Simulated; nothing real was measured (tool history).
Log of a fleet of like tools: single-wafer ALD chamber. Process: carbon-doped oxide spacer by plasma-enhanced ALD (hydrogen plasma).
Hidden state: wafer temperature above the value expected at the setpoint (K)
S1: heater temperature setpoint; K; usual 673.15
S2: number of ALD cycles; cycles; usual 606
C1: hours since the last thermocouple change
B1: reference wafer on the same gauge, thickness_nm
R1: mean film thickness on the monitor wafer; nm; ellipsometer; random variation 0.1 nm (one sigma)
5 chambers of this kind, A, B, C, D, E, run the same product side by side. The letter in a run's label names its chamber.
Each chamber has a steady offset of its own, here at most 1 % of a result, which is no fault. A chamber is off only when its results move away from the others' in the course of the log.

run 1D hour=6.5 | S1=673.15 S2=606 | C1=1225.0 | B1=35.120 | R1=29.931
run 2A hour=15.7 | S1=673.15 S2=606 | C1=287.6 | B1=35.113 | R1=29.923
run 3B hour=24.7 | S1=673.15 S2=606 | C1=422.1 | B1=35.132 | R1=30.259
run 4E hour=30.9 | S1=673.15 S2=606 | C1=1734.3 | B1=35.091 | R1=30.303
run 5C hour=42.0 | S1=673.15 S2=606 | C1=1148.2 | B1=35.100 | R1=30.121
run 6E hour=53.8 | S1=673.15 S2=606 | C1=1757.2 | B1=35.109 | R1=30.577
run 7C hour=59.4 | S1=664.15 S2=526 | C1=1165.6 | B1=35.110 | R1=26.220
run 8A hour=68.9 | S1=664.15 S2=526 | C1=340.8 | B1=35.112 | R1=26.150
run 9B hour=74.7 | S1=664.15 S2=526 | C1=472.1 | B1=35.123 | R1=26.160
run 10D hour=84.1 | S1=664.15 S2=526 | C1=1302.6 | B1=35.070 | R1=26.054
run 11A hour=90.2 | S1=664.15 S2=526 | C1=362.1 | B1=35.096 | R1=26.110
run 12D hour=96.0 | S1=673.15 S2=606 | C1=1314.5 | B1=35.081 | R1=29.933
run 13B hour=107.4 | S1=665.15 S2=606 | C1=504.8 | B1=35.097 | R1=30.281
run 14C hour=119.2 | S1=665.15 S2=606 | C1=1225.4 | B1=35.101 | R1=30.112
run 15E hour=124.5 | S1=665.15 S2=606 | C1=1827.9 | B1=35.109 | R1=30.503
run 16A hour=131.6 | S1=665.15 S2=606 | C1=403.5 | B1=35.087 | R1=29.947
run 17E hour=138.3 | S1=665.15 S2=606 | C1=1841.7 | B1=35.102 | R1=30.540
run 18D hour=145.2 | S1=673.15 S2=606 | C1=1363.7 | B1=35.119 | R1=30.214
run 19C hour=156.5 | S1=673.15 S2=606 | C1=1262.7 | B1=35.106 | R1=30.053
run 20B hour=167.2 | S1=673.15 S2=606 | C1=564.6 | B1=35.080 | R1=30.323
run 21B hour=177.9 | S1=684.15 S2=606 | C1=575.3 | B1=35.110 | R1=29.219
run 22E hour=189.3 | S1=684.15 S2=606 | C1=1892.7 | B1=35.122 | R1=29.657
-- hour=191.9 chamber E: thermocouple changed; heater temperature recalibrated
run 23A hour=201.0 | S1=684.15 S2=606 | C1=472.9 | B1=35.086 | R1=29.032
run 24C hour=206.2 | S1=684.15 S2=606 | C1=1312.4 | B1=35.096 | R1=29.102
run 25D hour=214.0 | S1=684.15 S2=606 | C1=1432.5 | B1=35.113 | R1=29.035
run 26B hour=220.0 | S1=673.15 S2=606 | C1=617.4 | B1=35.128 | R1=30.242
run 27D hour=229.1 | S1=673.15 S2=606 | C1=1447.6 | B1=35.141 | R1=29.884
run 28E hour=235.8 | S1=673.15 S2=606 | C1=43.9 | B1=35.090 | R1=30.513
run 29A hour=241.2 | S1=673.15 S2=606 | C1=513.1 | B1=35.108 | R1=29.872
run 30C hour=248.0 | S1=673.15 S2=606 | C1=1354.2 | B1=35.089 | R1=30.029
run 31C hour=258.9 | S1=666.15 S2=678 | C1=1365.1 | B1=35.132 | R1=33.792
run 32D hour=266.4 | S1=666.15 S2=678 | C1=1484.9 | B1=35.128 | R1=33.605
run 33E hour=275.5 | S1=666.15 S2=678 | C1=83.6 | B1=35.095 | R1=34.107
run 34A hour=280.9 | S1=666.15 S2=678 | C1=552.8 | B1=35.103 | R1=33.390
run 35B hour=288.9 | S1=666.15 S2=678 | C1=686.3 | B1=35.103 | R1=33.852
run 36C hour=297.3 | S1=673.15 S2=606 | C1=1403.5 | B1=35.082 | R1=30.085

All 5 chambers run these settings next. Forecast each chamber's results:
run 37A hour=305.9 | S1=673.15 S2=606 | R1=?
run 37B hour=305.9 | S1=673.15 S2=606 | R1=?
run 37C hour=305.9 | S1=673.15 S2=606 | R1=?
run 37D hour=305.9 | S1=673.15 S2=606 | R1=?
run 37E hour=305.9 | S1=673.15 S2=606 | R1=?

run=37A R1=30.005
run=37B R1=30.151
run=37C R1=30.183
run=37D R1=30.121
run=37E R1=30.499
